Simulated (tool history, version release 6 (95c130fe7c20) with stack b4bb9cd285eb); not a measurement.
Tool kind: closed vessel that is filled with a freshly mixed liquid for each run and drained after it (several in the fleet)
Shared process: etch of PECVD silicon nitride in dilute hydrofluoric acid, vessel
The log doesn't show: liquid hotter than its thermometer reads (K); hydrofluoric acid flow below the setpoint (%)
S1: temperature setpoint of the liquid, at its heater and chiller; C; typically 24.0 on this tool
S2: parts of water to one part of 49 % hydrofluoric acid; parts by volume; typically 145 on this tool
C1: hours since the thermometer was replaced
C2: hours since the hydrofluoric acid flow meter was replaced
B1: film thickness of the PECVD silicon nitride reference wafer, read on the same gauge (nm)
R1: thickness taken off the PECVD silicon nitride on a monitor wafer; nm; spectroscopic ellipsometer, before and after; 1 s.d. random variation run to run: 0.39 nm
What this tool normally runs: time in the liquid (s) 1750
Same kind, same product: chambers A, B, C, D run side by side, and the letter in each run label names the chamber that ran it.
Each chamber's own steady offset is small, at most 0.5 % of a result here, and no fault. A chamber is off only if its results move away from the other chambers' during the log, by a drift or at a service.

{"run": "1D", "hour": 3.4, "S1": 24.0, "S2": 145, "time in the liquid (s)": 1750, "C1": 314.6, "C2": 748.2, "B1": 130.01, "R1": 55.807}
{"run": "2C", "hour": 8.6, "S1": 24.0, "S2": 145, "time in the liquid (s)": 1750, "C1": 542.7, "C2": 1923.9, "B1": 129.99, "R1": 56.194}
{"run": "3B", "hour": 12.5, "S1": 24.0, "S2": 145, "time in the liquid (s)": 1750, "C1": 657.9, "C2": 2616.9, "B1": 130.01, "R1": 56.047}
{"run": "4A", "hour": 16.9, "S1": 24.0, "S2": 145, "time in the liquid (s)": 1750, "C1": 2614.2, "C2": 997.2, "B1": 130.01, "R1": 55.646}
{"run": "5B", "hour": 21.6, "S1": 24.0, "S2": 145, "time in the liquid (s)": 1750, "C1": 667.0, "C2": 2626.0, "B1": 129.98, "R1": 55.905}
{"run": "6D", "hour": 27.8, "S1": 24.0, "S2": 145, "time in the liquid (s)": 1750, "C1": 339.0, "C2": 772.6, "B1": 129.98, "R1": 56.241}
{"run": "7C", "hour": 34.4, "S1": 24.0, "S2": 145, "time in the liquid (s)": 1750, "C1": 568.5, "C2": 1949.7, "B1": 130.02, "R1": 56.064}
{"run": "8A", "hour": 37.6, "S1": 20.0, "S2": 145, "time in the liquid (s)": 735, "C1": 2634.9, "C2": 1017.9, "B1": 129.98, "R1": 18.152}
{"run": "9C", "hour": 43.7, "S1": 20.0, "S2": 145, "time in the liquid (s)": 735, "C1": 577.8, "C2": 1959.0, "B1": 130.0, "R1": 18.102}
{"run": "10A", "hour": 48.7, "S1": 20.0, "S2": 145, "time in the liquid (s)": 735, "C1": 2646.0, "C2": 1029.0, "B1": 130.01, "R1": 18.201}
{"run": "11D", "hour": 53.8, "S1": 20.0, "S2": 145, "time in the liquid (s)": 735, "C1": 365.0, "C2": 798.6, "B1": 129.98, "R1": 18.194}
{"run": "12B", "hour": 59.5, "S1": 24.0, "S2": 85, "time in the liquid (s)": 1750, "C1": 704.9, "C2": 2663.9, "B1": 129.99, "R1": 95.575}
{"run": "13D", "hour": 66.4, "S1": 24.0, "S2": 85, "time in the liquid (s)": 1750, "C1": 377.6, "C2": 811.2, "B1": 130.0, "R1": 93.721}
{"run": "14B", "hour": 70.4, "S1": 24.0, "S2": 85, "time in the liquid (s)": 1750, "C1": 715.8, "C2": 2674.8, "B1": 129.99, "R1": 96.213}
{"run": "15A", "hour": 77.0, "S1": 24.0, "S2": 85, "time in the liquid (s)": 1750, "C1": 2674.3, "C2": 1057.3, "B1": 130.01, "R1": 95.973}
{"hour": 77.7, "done": "chamber B: hydrofluoric acid flow meter replaced"}
{"run": "16C", "hour": 81.7, "S1": 24.0, "S2": 145, "time in the liquid (s)": 2390, "C1": 615.8, "C2": 1997.0, "B1": 130.0, "R1": 76.124}
{"run": "17C", "hour": 87.3, "S1": 24.0, "S2": 145, "time in the liquid (s)": 2390, "C1": 621.4, "C2": 2002.6, "B1": 129.99, "R1": 76.016}
{"run": "18B", "hour": 92.7, "S1": 24.0, "S2": 145, "time in the liquid (s)": 2390, "C1": 738.1, "C2": 15.0, "B1": 130.0, "R1": 77.278}
{"run": "19A", "hour": 95.8, "S1": 24.0, "S2": 145, "time in the liquid (s)": 2390, "C1": 2693.1, "C2": 1076.1, "B1": 130.01, "R1": 77.12}
{"run": "20D", "hour": 102.5, "S1": 24.0, "S2": 145, "time in the liquid (s)": 1750, "C1": 413.7, "C2": 847.3, "B1": 129.98, "R1": 55.956}
{"run": "21A", "hour": 107.1, "S1": 24.0, "S2": 145, "time in the liquid (s)": 1750, "C1": 2704.4, "C2": 1087.4, "B1": 130.0, "R1": 57.15}
{"run": "22C", "hour": 110.7, "S1": 24.0, "S2": 145, "time in the liquid (s)": 1750, "C1": 644.8, "C2": 2026.0, "B1": 129.99, "R1": 55.647}
{"run": "23D", "hour": 116.7, "S1": 24.0, "S2": 180, "time in the liquid (s)": 1750, "C1": 427.9, "C2": 861.5, "B1": 129.99, "R1": 45.158}
{"run": "24B", "hour": 120.2, "S1": 24.0, "S2": 180, "time in the liquid (s)": 1750, "C1": 765.6, "C2": 42.5, "B1": 130.0, "R1": 45.844}
{"run": "25D", "hour": 125.6, "S1": 24.0, "S2": 180, "time in the liquid (s)": 1750, "C1": 436.8, "C2": 870.4, "B1": 130.01, "R1": 45.953}
{"run": "26C", "hour": 132.0, "S1": 24.0, "S2": 180, "time in the liquid (s)": 1750, "C1": 666.1, "C2": 2047.3, "B1": 129.99, "R1": 45.544}
{"run": "27B", "hour": 137.7, "S1": 24.0, "S2": 145, "time in the liquid (s)": 1750, "C1": 783.1, "C2": 60.0, "B1": 129.99, "R1": 57.409}
{"run": "28A", "hour": 143.4, "S1": 24.0, "S2": 145, "time in the liquid (s)": 1750, "C1": 2740.7, "C2": 1123.7, "B1": 130.01, "R1": 56.011}
{"run": "29C", "hour": 147.7, "S1": 20.0, "S2": 145, "time in the liquid (s)": 2435, "C1": 681.8, "C2": 2063.0, "B1": 130.01, "R1": 60.054}
{"run": "30B", "hour": 150.8, "S1": 20.0, "S2": 145, "time in the liquid (s)": 2435, "C1": 796.2, "C2": 73.1, "B1": 130.03, "R1": 61.226}
{"run": "31A", "hour": 154.2, "S1": 20.0, "S2": 145, "time in the liquid (s)": 2435, "C1": 2751.5, "C2": 1134.5, "B1": 130.0, "R1": 60.514}
{"run": "32D", "hour": 157.3, "S1": 20.0, "S2": 145, "time in the liquid (s)": 2435, "C1": 468.5, "C2": 902.1, "B1": 130.01, "R1": 59.409}
{"run": "33A", "hour": 160.7, "S1": 24.0, "S2": 145, "time in the liquid (s)": 1750, "C1": 2758.0, "C2": 1141.0, "B1": 130.02, "R1": 55.878}
{"run": "34C", "hour": 164.0, "S1": 24.0, "S2": 145, "time in the liquid (s)": 1750, "C1": 698.1, "C2": 2079.3, "B1": 130.0, "R1": 56.738}
{"run": "35B", "hour": 169.2, "S1": 24.0, "S2": 145, "time in the liquid (s)": 1750, "C1": 814.6, "C2": 91.5, "B1": 130.01, "R1": 59.24}
{"run": "36D", "hour": 175.5, "S1": 24.0, "S2": 145, "time in the liquid (s)": 1750, "C1": 486.7, "C2": 920.3, "B1": 129.98, "R1": 56.715}
{"run": "37C", "hour": 181.7, "S1": 24.0, "S2": 145, "time in the liquid (s)": 1750, "C1": 715.8, "C2": 2097.0, "B1": 130.02, "R1": 56.0}
{"run": "38A", "hour": 188.8, "S1": 24.0, "S2": 145, "time in the liquid (s)": 1750, "C1": 2786.1, "C2": 1169.1, "B1": 130.02, "R1": 56.158}
{"run": "39D", "hour": 194.3, "S1": 24.0, "S2": 145, "time in the liquid (s)": 1750, "C1": 505.5, "C2": 939.1, "B1": 129.99, "R1": 56.103}
{"run": "40B", "hour": 199.5, "S1": 22.5, "S2": 145, "time in the liquid (s)": 2205, "C1": 844.9, "C2": 121.8, "B1": 130.0, "R1": 67.831}
{"run": "41D", "hour": 203.5, "S1": 22.5, "S2": 145, "time in the liquid (s)": 2205, "C1": 514.7, "C2": 948.3, "B1": 129.99, "R1": 63.851}
{"run": "42A", "hour": 207.0, "S1": 22.5, "S2": 145, "time in the liquid (s)": 2205, "C1": 2804.3, "C2": 1187.3, "B1": 129.99, "R1": 63.856}

One chamber off, gauge drift, or nothing amiss beyond the chambers' own small offsets? If it is a chamber, which one, and what is the likeliest cause?

One chamber, B, drifts off from the rest bit by bit.
Cause: liquid hotter than its thermometer reads (K) = 0.815.
The log may not separate it from: hydrofluoric acid flow above the setpoint (%).

Which of the 4 candidates below, each the usual settings with something changed and its results left as question marks, puts chamber B back in line with what the other chambers give on the usual settings?
A result is in line if it is within this distance of the other chambers' mean on the usual settings: R1 1.400 nm
{"run": "43B-1", "hour": 212.1, "S1": 24.5, "S2": 140, "time in the liquid (s)": 1750, "R1": "?"}
{"run": "43B-2", "hour": 212.1, "S1": 24.5, "S2": 140, "time in the liquid (s)": 1855, "R1": "?"}
{"run": "43B-3", "hour": 212.1, "S1": 23.0, "S2": 145, "time in the liquid (s)": 1750, "R1": "?"}
{"run": "43B-4", "hour": 212.1, "S1": 24.0, "S2": 145, "time in the liquid (s)": 1550, "R1": "?"}

On the usual settings, the other chambers give on average: R1 56.035 nm
run=43B-1 R1=63.540
run=43B-2 R1=67.352
run=43B-3 R1=55.725
run=43B-4 R1=52.643
It is 43B-3 that realigns the chamber with its peers.
